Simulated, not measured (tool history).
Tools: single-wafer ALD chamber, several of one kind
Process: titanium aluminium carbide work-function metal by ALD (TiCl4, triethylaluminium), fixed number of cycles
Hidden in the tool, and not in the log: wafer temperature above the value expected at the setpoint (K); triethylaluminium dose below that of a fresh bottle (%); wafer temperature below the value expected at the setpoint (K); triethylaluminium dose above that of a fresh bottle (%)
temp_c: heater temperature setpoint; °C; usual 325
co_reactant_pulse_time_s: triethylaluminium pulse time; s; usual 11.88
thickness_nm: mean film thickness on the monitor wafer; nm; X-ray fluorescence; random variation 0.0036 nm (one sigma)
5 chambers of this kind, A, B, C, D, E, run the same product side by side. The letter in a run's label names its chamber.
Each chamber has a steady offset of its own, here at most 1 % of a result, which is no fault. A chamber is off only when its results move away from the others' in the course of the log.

| run | hour | temp_c | co_reactant_pulse_time_s | hours since the last thermocouple change | hours since the last triethylaluminium bottle change | read-back reference wafer on the same gauge, thickness_nm | thickness_nm |
|---|---|---|---|---|---|---|---|
| 1E | 5.1 | 325 | 11.88 | 1044.3 | 711.4 | 2.0489 | 2.2429 |
| 2C | 16.6 | 325 | 11.88 | 2119.3 | 554.5 | 2.0491 | 2.2351 |
| 3B | 24.1 | 325 | 11.88 | 388.8 | 750.2 | 2.0492 | 2.2497 |
| 4A | 29.9 | 325 | 11.88 | 718.3 | 1351 | 2.0496 | 2.2474 |
|  | 37.9 | chamber C: thermocouple changed; heater temperature recalibrated |
| 5D | 38.1 | 325 | 11.88 | 747.2 | 585.4 | 2.0488 | 2.2514 |
| 6C | 49.6 | 325 | 11.88 | 11.7 | 587.5 | 2.0475 | 2.2313 |
| 7B | 58.5 | 316 | 11.88 | 423.2 | 784.6 | 2.0479 | 2.177 |
| 8D | 70 | 316 | 11.88 | 779.1 | 617.3 | 2.0476 | 2.1707 |
|  | 74.7 | chamber D: triethylaluminium bottle replaced |
| 9E | 77.7 | 316 | 11.88 | 1116.9 | 784 | 2.047 | 2.1534 |
| 10A | 86.3 | 316 | 11.88 | 774.7 | 1407.4 | 2.0469 | 2.1559 |
| 11B | 91.7 | 316 | 11.88 | 456.4 | 817.8 | 2.0474 | 2.1725 |
| 12E | 102.4 | 325 | 11.88 | 1141.6 | 808.7 | 2.0463 | 2.2392 |
| 13C | 114 | 325 | 11.88 | 76.1 | 651.9 | 2.0455 | 2.2276 |
| 14A | 119.2 | 325 | 11.88 | 807.6 | 1440.3 | 2.0456 | 2.2461 |
| 15D | 126.6 | 325 | 11.88 | 835.7 | 52 | 2.0458 | 2.2609 |
| 16B | 134.3 | 325 | 11.88 | 499 | 860.4 | 2.0452 | 2.2448 |
| 17C | 141.1 | 325 | 11.88 | 103.2 | 679 | 2.0448 | 2.2315 |
|  | 145.5 | chamber A: triethylaluminium bottle replaced |
| 18D | 148.7 | 325 | 11.88 | 857.8 | 74.1 | 2.0452 | 2.2558 |
| 19E | 154.7 | 325 | 11.88 | 1193.9 | 861 | 2.0443 | 2.2369 |
|  | 162.1 | chamber E: triethylaluminium bottle replaced |
| 20A | 163.7 | 325 | 11.88 | 852.1 | 18.2 | 2.0437 | 2.2412 |
| 21B | 172 | 325 | 11.88 | 536.7 | 898.1 | 2.0441 | 2.2549 |
| 22C | 179.9 | 325 | 11.88 | 142 | 717.8 | 2.0445 | 2.2265 |
|  | 187.4 | chamber B: triethylaluminium bottle replaced |
| 23D | 189.6 | 325 | 11.88 | 898.7 | 115 | 2.0436 | 2.2516 |
| 24A | 200.8 | 325 | 11.88 | 889.2 | 55.3 | 2.0428 | 2.2418 |
| 25E | 207.4 | 325 | 11.88 | 1246.6 | 45.4 | 2.0425 | 2.24 |
| 26E | 214 | 325 | 11.88 | 1253.2 | 52 | 2.0429 | 2.2393 |
| 27A | 223.5 | 325 | 11.88 | 911.9 | 78 | 2.0418 | 2.2382 |
| 28B | 233.4 | 325 | 11.88 | 598.1 | 46.1 | 2.0414 | 2.2497 |
| 29C | 242.3 | 325 | 11.88 | 204.4 | 780.2 | 2.0417 | 2.2233 |
| 30D | 253.4 | 325 | 11.88 | 962.5 | 178.8 | 2.0415 | 2.2456 |
| 31C | 258.8 | 325 | 11.88 | 220.9 | 796.7 | 2.0396 | 2.2208 |
| 32D | 268.3 | 333 | 8.77 | 977.4 | 193.7 | 2.0395 | 2.2355 |
| 33B | 274.5 | 333 | 8.77 | 639.2 | 87.2 | 2.0414 | 2.2394 |
| 34A | 285.4 | 333 | 8.77 | 973.8 | 139.9 | 2.0404 | 2.2334 |
| 35E | 292.4 | 333 | 8.77 | 1331.6 | 130.4 | 2.0402 | 2.223 |
| 36C | 301.8 | 333 | 8.77 | 263.9 | 839.7 | 2.0392 | 2.22 |
| 37A | 310.4 | 325 | 11.88 | 998.8 | 164.9 | 2.0387 | 2.2336 |
| 38E | 318.3 | 325 | 14.18 | 1357.5 | 156.3 | 2.0394 | 2.2543 |
| 39B | 323.3 | 325 | 14.18 | 688 | 136 | 2.0379 | 2.2667 |
| 40D | 330.2 | 325 | 14.18 | 1039.3 | 255.6 | 2.0378 | 2.2672 |
| 41A | 337.1 | 325 | 14.18 | 1025.5 | 191.6 | 2.0384 | 2.26 |
| 42B | 348.6 | 325 | 14.18 | 713.3 | 161.3 | 2.0375 | 2.2686 |
| 43C | 357.4 | 331 | 7.9 | 319.5 | 895.3 | 2.0375 | 2.1605 |
| 44E | 368 | 331 | 7.9 | 1407.2 | 206 | 2.0368 | 2.1715 |

Is one chamber off against the others, does the gauge drift, or is nothing wrong? If a chamber is off, say which, and what the likeliest cause is.

The gauge drifts, so all chambers seem to drift together. No chamber is off.
Cause: gauge reads low (%) = 0.65.
